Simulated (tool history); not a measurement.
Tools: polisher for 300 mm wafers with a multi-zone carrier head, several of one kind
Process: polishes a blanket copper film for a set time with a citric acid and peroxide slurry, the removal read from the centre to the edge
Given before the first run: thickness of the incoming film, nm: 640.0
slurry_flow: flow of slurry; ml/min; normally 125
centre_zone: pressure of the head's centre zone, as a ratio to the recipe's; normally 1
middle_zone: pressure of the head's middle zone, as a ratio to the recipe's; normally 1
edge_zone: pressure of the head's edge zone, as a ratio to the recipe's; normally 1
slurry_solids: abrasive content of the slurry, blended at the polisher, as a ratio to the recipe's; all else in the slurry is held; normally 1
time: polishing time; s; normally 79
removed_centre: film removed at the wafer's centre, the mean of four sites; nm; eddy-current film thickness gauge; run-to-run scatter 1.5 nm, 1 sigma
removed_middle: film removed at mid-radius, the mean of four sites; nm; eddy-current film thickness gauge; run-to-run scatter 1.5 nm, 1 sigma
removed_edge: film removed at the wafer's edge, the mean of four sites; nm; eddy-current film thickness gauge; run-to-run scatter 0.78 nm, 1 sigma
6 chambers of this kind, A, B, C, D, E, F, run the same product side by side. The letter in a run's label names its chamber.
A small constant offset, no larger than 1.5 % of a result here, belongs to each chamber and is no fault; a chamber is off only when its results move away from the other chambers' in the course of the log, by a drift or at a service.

run,hour,slurry_flow,centre_zone,middle_zone,edge_zone,slurry_solids,time,wafers polished on this pad,hours since the slurry nozzle was cleaned,hours since the centre zone pressure was calibrated,hours since the edge zone pressure was calibrated,removed_centre,removed_middle,removed_edge
1D,10.5,125,1,1,1,1,79,397,456.4,124.6,720.9,127.8,126.68,127.54
# hour 12.2: chamber A: centre zone pressure recalibrated
2A,18,125,1,1,1,1,79,589,102.8,5.9,1172.1,129.41,130.7,128.51
3C,27.2,125,1,1,1,1,79,997,272.2,321.4,360.4,128.91,128.98,127.27
# hour 33.7: chamber B: slurry nozzle cleaned
# hour 35: chamber A: worn pad replaced by a new one
4E,36.1,125,1,1,1,1,79,754,111.5,127.3,301.8,126.45,129.41,130.58
5F,42.7,125,1,1,1,1,79,519,70.1,720.1,740.6,129.29,129.99,129.72
# hour 43.1: chamber E: worn pad replaced by a new one
6B,49.6,125,1,1,1,1,79,544,15.9,314,81.1,128.28,128.89,130.71
# hour 50.9: chamber D: worn pad replaced by a new one
7C,57.6,125,1,1,1,1,79,1323,302.6,351.8,390.8,130.85,130.81,126.84
# hour 62.1: chamber B: worn pad replaced by a new one
8B,68.4,125,1,1,1,1,79,68,34.7,332.8,99.9,130.29,129.99,128.3
# hour 68.9: chamber F: worn pad replaced by a new one
# hour 69.5: chamber C: worn pad replaced by a new one
9A,76,125,1,1,1,1,79,440,160.8,63.9,1230.1,130.48,131.11,127.2
10F,81.3,125,0.9,1,1,0.75,79,133,108.7,758.7,779.2,106.26,120.11,119.9
# hour 81.7: chamber C: centre zone pressure recalibrated
11E,87,125,0.9,1,1,0.75,79,472,162.4,178.2,352.7,108.54,124.35,121.69
12D,97.8,125,0.9,1,1,0.75,79,503,543.7,211.9,808.2,110.9,118.46,119.88
13D,105.5,125,0.9,1,1,0.75,79,586,551.4,219.6,815.9,108.15,119.58,119.31
14A,114.4,125,0.9,1,1,0.75,79,853,199.2,102.3,1268.5,110.67,120.84,120.09
# hour 116.8: chamber E: worn pad replaced by a new one
# hour 122.7: chamber A: worn pad replaced by a new one
# hour 125.4: chamber B: worn pad replaced by a new one
15B,126.4,125,0.9,1,1,0.75,79,11,92.7,390.8,157.9,108.08,118.75,121.09
# hour 127.4: chamber F: worn pad replaced by a new one
# hour 132.1: chamber D: worn pad replaced by a new one
# hour 132.9: chamber D: slurry nozzle cleaned
16C,135.4,125,1,1,1,1,79,708,380.4,53.7,468.6,128.7,127.96,127.51
17F,143.1,125,1,1,1,1,79,168,170.5,820.5,841,129,131.59,130.02
18E,153.7,125,1,1,1,1,79,396,229.1,244.9,419.4,127.78,129.49,129.07
19D,165.8,125,1,1,1,1,79,362,32.9,279.9,876.2,129.92,128.42,127.36
20E,171.8,125,1,1,1,1,79,591,247.2,263,437.5,128.23,128.24,130.08
# hour 176.5: chamber C: slurry nozzle cleaned
21F,181.8,125,1,1,1,1,79,584,209.2,859.2,879.7,134.21,128.03,128.32
# hour 187.9: chamber E: worn pad replaced by a new one
22C,189.8,125,1,1,1,1,79,1292,13.4,108.1,523,129.37,130.16,127.8
# hour 193.9: chamber B: worn pad replaced by a new one
23B,195.9,125,1,1,1,1,79,21,162.2,460.3,227.4,129.54,131.02,129.52
# hour 196.3: chamber A: worn pad replaced by a new one
# hour 196.9: chamber C: worn pad replaced by a new one
# hour 197.3: chamber F: worn pad replaced by a new one
24A,202.6,125,1,1,1,1,79,67,287.4,190.5,1356.7,128.81,129.32,129.13
# hour 211.3: chamber D: worn pad replaced by a new one
25B,213.9,125,1,1,1,1,79,215,180.2,478.3,245.4,127.38,125.43,129.61
26F,223.7,125,1,1,1,1,79,283,251.1,901.1,921.6,135.47,128.93,130.07
27A,234.1,125,1,1,1,1,79,406,318.9,222,1388.2,127.97,127.33,126.64
28C,244.3,125,1,1,1,1,79,509,67.9,162.6,577.5,131.84,130.31,127.32
29E,253.7,125,1,1,1,1,79,707,329.1,344.9,519.4,127.28,130.25,130.31
# hour 262.3: chamber F: worn pad replaced by a new one
30D,264.4,125,1,1,1,1,79,570,131.5,378.5,974.8,126.78,127.28,127.89
# hour 268.2: chamber B: worn pad replaced by a new one
# hour 271.4: chamber E: worn pad replaced by a new one
31F,271.9,125,1,1,1,1,79,103,299.3,949.3,969.8,139.21,130.44,131.39
# hour 278.5: chamber A: worn pad replaced by a new one
32A,282.9,125,1,1,1,1,79,47,367.7,270.8,1437,131.16,128.1,129.04
# hour 288.3: chamber C: edge zone pressure recalibrated
# hour 288.9: chamber D: worn pad replaced by a new one
33E,294.9,125,1,1,1,1,79,253,370.3,386.1,560.6,125.38,129.58,129.75
34C,306.4,125,1,1,1,1,79,1176,130,224.7,18.2,130.32,128.61,127.7
35B,313.8,125,1,1,1,1,79,490,280.1,578.2,345.3,128.93,128.75,129.38
36D,321.8,125,1,1,1,1,79,354,188.9,435.9,1032.2,128.06,125.89,126.69
37D,328,125,1,1,1,1,79,420,195.1,442.1,1038.4,129.87,126.76,128.08
# hour 336.6: chamber E: worn pad replaced by a new one
38E,337.9,125,1,1,1,1,79,14,413.3,429.1,603.6,129.73,130.76,130.08

Decide between three cases: one chamber stands off from its peers, the gauge reading all wafers drifts, or nothing is wrong past each chamber's small offset. Where a chamber is off, say which and what most likely put it there.

It is chamber F that slowly wanders off from its peers.
Likeliest cause: centre zone's pressure above its setpoint, % = 9.7.

Here are 4 candidates for chamber F's next run, each the usual settings with a change, their results left as question marks. Which one brings its results back in line with what the others give on the usual settings?
In-line tolerance around the mean of the other chambers on the usual settings: removed_centre 5.2 nm; removed_middle 5.3 nm; removed_edge 2.7 nm
39F-1,346.7,125,0.98,1,1.01,1,79,,,,,?,?,?
39F-2,346.7,130,1.07,0.98,0.98,1,79,,,,,?,?,?
39F-3,346.7,120,0.93,1.02,1.02,1,79,,,,,?,?,?
39F-4,346.7,125,1.02,1,0.99,1,79,,,,,?,?,?

On the usual settings, the other chambers give on average: removed_centre 129.37 nm; removed_middle 128.98 nm; removed_edge 128.42 nm
run,removed_centre,removed_middle,removed_edge
39F-1,138.47,128.75,129.42
39F-2,153.6,127.41,128.2
39F-3,129.52,129.95,129.2
39F-4,144.53,128.73,128.06
Change 39F-3 lands the chamber within the allowed miss of the other chambers.
